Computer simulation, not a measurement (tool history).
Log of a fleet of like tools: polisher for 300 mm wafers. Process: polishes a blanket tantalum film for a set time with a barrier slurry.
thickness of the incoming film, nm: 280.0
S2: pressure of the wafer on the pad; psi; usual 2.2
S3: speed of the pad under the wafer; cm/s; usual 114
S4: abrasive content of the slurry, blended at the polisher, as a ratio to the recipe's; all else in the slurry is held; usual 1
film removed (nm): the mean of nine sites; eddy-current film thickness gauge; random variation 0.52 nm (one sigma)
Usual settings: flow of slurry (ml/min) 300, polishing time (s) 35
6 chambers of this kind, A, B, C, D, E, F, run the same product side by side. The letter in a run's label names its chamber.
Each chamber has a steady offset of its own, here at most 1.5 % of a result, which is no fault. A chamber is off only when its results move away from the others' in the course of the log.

-- hour=1.8 chamber D: slurry blender recalibrated
-- hour=8.3 chamber B: slurry blender recalibrated
run 1B hour=9.1 | flow_of_slurry_(ml/min)=300 S2=2.2 S3=114 S4=1 polishing_time_(s)=35 | film_removed_(nm)=71.177
-- hour=12 chamber B: slurry nozzle cleaned
run 2D hour=19.4 | flow_of_slurry_(ml/min)=300 S2=2.2 S3=114 S4=1 polishing_time_(s)=35 | film_removed_(nm)=70.705
run 3E hour=27.2 | flow_of_slurry_(ml/min)=300 S2=2.2 S3=114 S4=1 polishing_time_(s)=35 | film_removed_(nm)=71.074
run 4A hour=33.5 | flow_of_slurry_(ml/min)=300 S2=2.2 S3=114 S4=1 polishing_time_(s)=35 | film_removed_(nm)=70.668
-- hour=43.8 chamber A: worn pad replaced by a new one
run 5C hour=45 | flow_of_slurry_(ml/min)=300 S2=2.2 S3=114 S4=1 polishing_time_(s)=35 | film_removed_(nm)=71.233
run 6F hour=54.3 | flow_of_slurry_(ml/min)=300 S2=2.2 S3=114 S4=1 polishing_time_(s)=35 | film_removed_(nm)=72.199
-- hour=62 chamber C: head pressure recalibrated
-- hour=64.1 chamber F: worn pad replaced by a new one
run 7C hour=67.7 | flow_of_slurry_(ml/min)=300 S2=2.2 S3=114 S4=0.75 polishing_time_(s)=31 | film_removed_(nm)=57.818
-- hour=68.2 chamber B: worn pad replaced by a new one
-- hour=69.3 chamber D: worn pad replaced by a new one
-- hour=74.5 chamber F: slurry nozzle cleaned
-- hour=75.9 chamber E: worn pad replaced by a new one
run 8B hour=80.6 | flow_of_slurry_(ml/min)=300 S2=2.2 S3=114 S4=0.75 polishing_time_(s)=31 | film_removed_(nm)=57.879
run 9A hour=91.7 | flow_of_slurry_(ml/min)=300 S2=2.2 S3=114 S4=0.75 polishing_time_(s)=31 | film_removed_(nm)=56.44
run 10E hour=99.1 | flow_of_slurry_(ml/min)=300 S2=2.2 S3=114 S4=0.75 polishing_time_(s)=31 | film_removed_(nm)=57.306
-- hour=103 chamber C: worn pad replaced by a new one
run 11D hour=109.7 | flow_of_slurry_(ml/min)=300 S2=2.2 S3=114 S4=0.75 polishing_time_(s)=31 | film_removed_(nm)=56.89
run 12F hour=117.9 | flow_of_slurry_(ml/min)=300 S2=2.2 S3=114 S4=0.75 polishing_time_(s)=31 | film_removed_(nm)=57.626
-- hour=122.1 chamber A: slurry nozzle cleaned
run 13F hour=126.4 | flow_of_slurry_(ml/min)=300 S2=2.2 S3=114 S4=1 polishing_time_(s)=35 | film_removed_(nm)=72.733
run 14C hour=136.1 | flow_of_slurry_(ml/min)=300 S2=2.2 S3=114 S4=1 polishing_time_(s)=35 | film_removed_(nm)=71.985
-- hour=137.5 chamber A: worn pad replaced by a new one
-- hour=140.5 chamber D: worn pad replaced by a new one
run 15E hour=147 | flow_of_slurry_(ml/min)=300 S2=2.2 S3=114 S4=1 polishing_time_(s)=35 | film_removed_(nm)=70.95
-- hour=156.8 chamber B: worn pad replaced by a new one
run 16B hour=160.3 | flow_of_slurry_(ml/min)=300 S2=2.2 S3=114 S4=1 polishing_time_(s)=35 | film_removed_(nm)=71.575
run 17D hour=166.9 | flow_of_slurry_(ml/min)=300 S2=2.2 S3=114 S4=1 polishing_time_(s)=35 | film_removed_(nm)=71.122
-- hour=167.2 chamber A: slurry blender recalibrated
-- hour=173.2 chamber E: worn pad replaced by a new one
-- hour=175.8 chamber D: slurry nozzle cleaned
run 18A hour=178.4 | flow_of_slurry_(ml/min)=300 S2=2.2 S3=114 S4=1 polishing_time_(s)=35 | film_removed_(nm)=70.89
-- hour=184.4 chamber B: slurry blender recalibrated
run 19D hour=188.1 | flow_of_slurry_(ml/min)=300 S2=2.2 S3=114 S4=1 polishing_time_(s)=35 | film_removed_(nm)=70.909
-- hour=195.7 chamber B: head pressure recalibrated
run 20E hour=199.3 | flow_of_slurry_(ml/min)=300 S2=2.2 S3=114 S4=1 polishing_time_(s)=35 | film_removed_(nm)=71.424
-- hour=203.1 chamber F: worn pad replaced by a new one
run 21F hour=207.4 | flow_of_slurry_(ml/min)=300 S2=2.2 S3=114 S4=1 polishing_time_(s)=35 | film_removed_(nm)=72.926
run 22B hour=214.7 | flow_of_slurry_(ml/min)=300 S2=2.2 S3=114 S4=1 polishing_time_(s)=35 | film_removed_(nm)=77.01
-- hour=216.1 chamber C: worn pad replaced by a new one
-- hour=219.4 chamber E: slurry blender recalibrated
run 23C hour=225 | flow_of_slurry_(ml/min)=300 S2=2.2 S3=114 S4=1 polishing_time_(s)=35 | film_removed_(nm)=72.062
-- hour=226.2 chamber C: slurry nozzle cleaned
-- hour=228.6 chamber D: worn pad replaced by a new one
-- hour=231.3 chamber B: worn pad replaced by a new one
run 24A hour=231.7 | flow_of_slurry_(ml/min)=300 S2=2.2 S3=114 S4=1 polishing_time_(s)=35 | film_removed_(nm)=70.9
-- hour=234.8 chamber A: worn pad replaced by a new one
run 25D hour=241.8 | flow_of_slurry_(ml/min)=300 S2=2.2 S3=114 S4=1 polishing_time_(s)=35 | film_removed_(nm)=71.206
-- hour=244.9 chamber F: slurry blender recalibrated
run 26B hour=251.3 | flow_of_slurry_(ml/min)=300 S2=2.2 S3=114 S4=1 polishing_time_(s)=35 | film_removed_(nm)=76.835
run 27C hour=262.3 | flow_of_slurry_(ml/min)=300 S2=2.2 S3=114 S4=1 polishing_time_(s)=35 | film_removed_(nm)=72.624
-- hour=265.5 chamber E: worn pad replaced by a new one
-- hour=270.3 chamber C: slurry blender recalibrated
run 28F hour=275 | flow_of_slurry_(ml/min)=300 S2=2.2 S3=114 S4=0.75 polishing_time_(s)=39 | film_removed_(nm)=73.009
run 29A hour=283.6 | flow_of_slurry_(ml/min)=300 S2=2.2 S3=114 S4=0.75 polishing_time_(s)=39 | film_removed_(nm)=71.846
run 30E hour=297.1 | flow_of_slurry_(ml/min)=300 S2=2.2 S3=114 S4=0.75 polishing_time_(s)=39 | film_removed_(nm)=72.77
-- hour=299.3 chamber D: worn pad replaced by a new one
-- hour=306.2 chamber B: worn pad replaced by a new one
run 31D hour=309.9 | flow_of_slurry_(ml/min)=300 S2=2.2 S3=114 S4=0.75 polishing_time_(s)=39 | film_removed_(nm)=72.152
run 32F hour=317.4 | flow_of_slurry_(ml/min)=300 S2=2.2 S3=114 S4=0.75 polishing_time_(s)=39 | film_removed_(nm)=73.461
-- hour=322.8 chamber A: worn pad replaced by a new one
run 33C hour=329 | flow_of_slurry_(ml/min)=300 S2=2.2 S3=114 S4=0.75 polishing_time_(s)=39 | film_removed_(nm)=74.06
-- hour=330.3 chamber C: worn pad replaced by a new one
run 34A hour=336.6 | flow_of_slurry_(ml/min)=300 S2=2.2 S3=114 S4=1 polishing_time_(s)=35 | film_removed_(nm)=71.782
run 35E hour=343.5 | flow_of_slurry_(ml/min)=300 S2=2.2 S3=114 S4=1 polishing_time_(s)=35 | film_removed_(nm)=71.528
run 36B hour=352.3 | flow_of_slurry_(ml/min)=300 S2=2.2 S3=114 S4=1 polishing_time_(s)=35 | film_removed_(nm)=77.092
-- hour=355.5 chamber E: worn pad replaced by a new one
run 37B hour=365 | flow_of_slurry_(ml/min)=300 S2=2.2 S3=114 S4=1 polishing_time_(s)=35 | film_removed_(nm)=77.251
run 38C hour=373.4 | flow_of_slurry_(ml/min)=300 S2=2.2 S3=114 S4=1 polishing_time_(s)=35 | film_removed_(nm)=72.139
run 39E hour=386.5 | flow_of_slurry_(ml/min)=300 S2=2.2 S3=114 S4=1 polishing_time_(s)=35 | film_removed_(nm)=71.267

All 6 chambers run these settings next. Forecast each chamber's results:
run 40A hour=396.2 | flow_of_slurry_(ml/min)=300 S2=2.2 S3=88 S4=1 polishing_time_(s)=35 | film_removed_(nm)=?
run 40B hour=396.2 | flow_of_slurry_(ml/min)=300 S2=2.2 S3=88 S4=1 polishing_time_(s)=35 | film_removed_(nm)=?
run 40C hour=396.2 | flow_of_slurry_(ml/min)=300 S2=2.2 S3=88 S4=1 polishing_time_(s)=35 | film_removed_(nm)=?
run 40D hour=396.2 | flow_of_slurry_(ml/min)=300 S2=2.2 S3=88 S4=1 polishing_time_(s)=35 | film_removed_(nm)=?
run 40E hour=396.2 | flow_of_slurry_(ml/min)=300 S2=2.2 S3=88 S4=1 polishing_time_(s)=35 | film_removed_(nm)=?
run 40F hour=396.2 | flow_of_slurry_(ml/min)=300 S2=2.2 S3=88 S4=1 polishing_time_(s)=35 | film_removed_(nm)=?

run=40A film_removed_(nm)=54.902
run=40B film_removed_(nm)=59.69
run=40C film_removed_(nm)=55.768
run=40D film_removed_(nm)=54.066
run=40E film_removed_(nm)=54.387
run=40F film_removed_(nm)=55.346
